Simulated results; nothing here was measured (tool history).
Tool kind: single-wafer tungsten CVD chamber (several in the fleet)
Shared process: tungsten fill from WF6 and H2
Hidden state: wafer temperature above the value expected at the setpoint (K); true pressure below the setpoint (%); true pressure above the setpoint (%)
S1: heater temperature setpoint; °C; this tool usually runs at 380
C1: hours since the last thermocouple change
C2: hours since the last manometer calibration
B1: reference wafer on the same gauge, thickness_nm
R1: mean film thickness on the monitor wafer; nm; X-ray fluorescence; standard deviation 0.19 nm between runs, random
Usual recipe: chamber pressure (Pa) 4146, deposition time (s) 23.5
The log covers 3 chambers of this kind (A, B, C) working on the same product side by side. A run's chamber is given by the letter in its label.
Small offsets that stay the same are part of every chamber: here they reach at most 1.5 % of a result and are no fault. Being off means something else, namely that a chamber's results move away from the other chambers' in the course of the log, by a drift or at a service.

run 1B hour=5.9 | S1=380 chamber_pressure_(Pa)=4146 deposition_time_(s)=23.5 | C1=1227.9 C2=399.4 | B1=38.042 | R1=47.153
run 2A hour=11.4 | S1=380 chamber_pressure_(Pa)=4146 deposition_time_(s)=23.5 | C1=711.2 C2=144.1 | B1=38.036 | R1=47.686
run 3C hour=14.9 | S1=380 chamber_pressure_(Pa)=4146 deposition_time_(s)=23.5 | C1=332.8 C2=253.3 | B1=38.04 | R1=47.288
run 4C hour=20.8 | S1=380 chamber_pressure_(Pa)=4146 deposition_time_(s)=23.5 | C1=338.7 C2=259.2 | B1=38.008 | R1=46.978
run 5A hour=24.9 | S1=380 chamber_pressure_(Pa)=4146 deposition_time_(s)=23.5 | C1=724.7 C2=157.6 | B1=38.02 | R1=47.673
run 6B hour=28.4 | S1=380 chamber_pressure_(Pa)=4146 deposition_time_(s)=23.5 | C1=1250.4 C2=421.9 | B1=38.028 | R1=47.37
run 7A hour=34.5 | S1=380 chamber_pressure_(Pa)=3773 deposition_time_(s)=23.5 | C1=734.3 C2=167.2 | B1=38.01 | R1=45.526
run 8B hour=39.9 | S1=380 chamber_pressure_(Pa)=3773 deposition_time_(s)=23.5 | C1=1261.9 C2=433.4 | B1=38.029 | R1=44.93
run 9C hour=46.2 | S1=380 chamber_pressure_(Pa)=3773 deposition_time_(s)=23.5 | C1=364.1 C2=284.6 | B1=37.977 | R1=45.359
run 10A hour=52 | S1=380 chamber_pressure_(Pa)=3173 deposition_time_(s)=19.1 | C1=751.8 C2=184.7 | B1=38.028 | R1=33.949
run 11B hour=56.4 | S1=380 chamber_pressure_(Pa)=3173 deposition_time_(s)=19.1 | C1=1278.4 C2=449.9 | B1=38.02 | R1=33.821
run 12C hour=60.9 | S1=380 chamber_pressure_(Pa)=3173 deposition_time_(s)=19.1 | C1=378.8 C2=299.3 | B1=38.027 | R1=33.588
run 13A hour=64.8 | S1=380 chamber_pressure_(Pa)=4146 deposition_time_(s)=23.5 | C1=764.6 C2=197.5 | B1=38.02 | R1=47.355
run 14B hour=71 | S1=380 chamber_pressure_(Pa)=4146 deposition_time_(s)=23.5 | C1=1293 C2=464.5 | B1=37.998 | R1=47.597
run 15C hour=77 | S1=380 chamber_pressure_(Pa)=4146 deposition_time_(s)=23.5 | C1=394.9 C2=315.4 | B1=38.008 | R1=46.905
run 16A hour=81.7 | S1=380 chamber_pressure_(Pa)=4146 deposition_time_(s)=23.5 | C1=781.5 C2=214.4 | B1=37.964 | R1=47.301
run 17C hour=87 | S1=380 chamber_pressure_(Pa)=4146 deposition_time_(s)=23.5 | C1=404.9 C2=325.4 | B1=37.999 | R1=47.444
run 18B hour=93.2 | S1=390 chamber_pressure_(Pa)=4146 deposition_time_(s)=26.4 | C1=1315.2 C2=486.7 | B1=38.039 | R1=64.698
run 19A hour=98.9 | S1=390 chamber_pressure_(Pa)=4146 deposition_time_(s)=26.4 | C1=798.7 C2=231.6 | B1=37.98 | R1=65.459
run 20C hour=103.3 | S1=390 chamber_pressure_(Pa)=4146 deposition_time_(s)=26.4 | C1=421.2 C2=341.7 | B1=38.015 | R1=64.717
run 21B hour=107.9 | S1=380 chamber_pressure_(Pa)=4146 deposition_time_(s)=23.5 | C1=1329.9 C2=501.4 | B1=37.979 | R1=47.284
run 22C hour=113.8 | S1=373 chamber_pressure_(Pa)=3666 deposition_time_(s)=23.5 | C1=431.7 C2=352.2 | B1=37.971 | R1=38.58
run 23A hour=119.3 | S1=373 chamber_pressure_(Pa)=3666 deposition_time_(s)=23.5 | C1=819.1 C2=252 | B1=37.974 | R1=38.85

Has any chamber moved away from the others, gradually or after a service, or does the common gauge drift, or do the chambers differ only by their own small steady offsets? State the chamber and the most likely cause if one applies.

Nothing is wrong: each chamber keeps only its own small, steady offset and the gauge holds still.

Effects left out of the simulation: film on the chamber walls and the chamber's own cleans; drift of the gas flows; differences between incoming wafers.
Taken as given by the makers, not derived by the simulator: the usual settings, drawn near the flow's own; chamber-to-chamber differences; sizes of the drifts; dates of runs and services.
